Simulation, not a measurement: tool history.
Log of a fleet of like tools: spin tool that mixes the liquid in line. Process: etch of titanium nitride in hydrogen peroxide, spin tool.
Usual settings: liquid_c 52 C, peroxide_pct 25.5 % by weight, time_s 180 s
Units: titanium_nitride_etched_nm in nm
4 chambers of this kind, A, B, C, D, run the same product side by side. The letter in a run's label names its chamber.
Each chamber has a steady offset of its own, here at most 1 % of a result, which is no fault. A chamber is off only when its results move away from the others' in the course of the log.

| run | hour | liquid_c | peroxide_pct | time_s | read-back film thickness of the titanium nitride reference wafer, read on the same gauge (nm) | titanium_nitride_etched_nm |
|---|---|---|---|---|---|---|
| 1A | 11.2 | 52 | 25.5 | 180 | 119.99 | 8.0056 |
| 2C | 18.1 | 52 | 25.5 | 180 | 119.98 | 7.9293 |
| 3D | 29.2 | 52 | 25.5 | 180 | 119.96 | 7.9081 |
| 4B | 40.6 | 52 | 25.5 | 180 | 119.95 | 7.9571 |
| 5D | 47.6 | 52 | 25.5 | 180 | 120.04 | 7.9022 |
| 6A | 56.3 | 52 | 25.5 | 180 | 119.98 | 8.0368 |
| 7C | 68.6 | 52 | 25.5 | 180 | 119.97 | 7.9143 |
| 8B | 79.6 | 52 | 25.5 | 180 | 120.04 | 7.9571 |
| 9A | 85.8 | 52 | 19.0 | 115 | 120.00 | 4.8142 |
|  | 88.4 | chamber C: new drum of peroxide connected |
| 10C | 94.4 | 52 | 19.0 | 115 | 120.02 | 4.7534 |
| 11B | 103.4 | 52 | 19.0 | 115 | 119.97 | 4.7438 |
| 12D | 115.9 | 52 | 19.0 | 115 | 120.02 | 4.7140 |
|  | 125.0 | chamber A: peroxide flow meter replaced |
| 13A | 126.1 | 52 | 25.5 | 180 | 120.01 | 8.0772 |
|  | 129.1 | chamber D: thermometer replaced |
| 14C | 138.3 | 52 | 25.5 | 180 | 119.94 | 7.9429 |
| 15D | 152.2 | 52 | 25.5 | 180 | 120.01 | 7.8456 |
| 16B | 159.2 | 52 | 25.5 | 180 | 119.97 | 7.8921 |
| 17A | 169.2 | 52 | 25.5 | 180 | 120.02 | 8.0432 |
| 18C | 180.8 | 52 | 25.5 | 180 | 120.00 | 7.9233 |
| 19D | 188.9 | 52 | 25.5 | 180 | 119.98 | 7.7926 |
| 20B | 200.0 | 52 | 25.5 | 180 | 119.98 | 7.9511 |
| 21A | 212.2 | 52 | 25.5 | 180 | 120.02 | 8.0118 |
| 22C | 219.6 | 52 | 25.5 | 180 | 119.99 | 7.9374 |
| 23D | 226.0 | 52 | 25.5 | 180 | 119.98 | 7.7997 |
| 24B | 237.4 | 60 | 25.5 | 180 | 120.01 | 13.7590 |
| 25B | 248.1 | 60 | 25.5 | 180 | 120.02 | 13.9490 |
| 26A | 261.8 | 60 | 25.5 | 180 | 120.02 | 14.0150 |

Is one chamber off against the others, does the gauge drift, or is nothing wrong? If a chamber is off, say which, and what the likeliest cause is.

Chamber D drifts away from the others.
Cause: peroxide flow below the setpoint (%) = 9.56.
The log may not tell that from: temperature lost on the way to the wafer (K); peroxide weaker than its label (%).

Here are 4 candidates for chamber D's next run, each the usual settings with a change, their results left as question marks. Which one brings its results back in line with what the others give on the usual settings?
In line means no further than this from the other chambers' mean on the usual settings: titanium_nitride_etched_nm 0.0850 nm
| 27D-1 | 271.9 | 52 | 25.0 | 180 |  | ? |
| 27D-2 | 271.9 | 52 | 25.5 | 185 |  | ? |
| 27D-3 | 271.9 | 52 | 25.5 | 175 |  | ? |
| 27D-4 | 271.9 | 52 | 26.0 | 180 |  | ? |

The other chambers' mean on the usual settings: titanium_nitride_etched_nm 7.9595 nm
| run | titanium_nitride_etched_nm |
|---|---|
| 27D-1 | 7.7340 |
| 27D-2 | 7.9827 |
| 27D-3 | 7.5512 |
| 27D-4 | 7.7993 |
27D-2 brings the chamber back in line.

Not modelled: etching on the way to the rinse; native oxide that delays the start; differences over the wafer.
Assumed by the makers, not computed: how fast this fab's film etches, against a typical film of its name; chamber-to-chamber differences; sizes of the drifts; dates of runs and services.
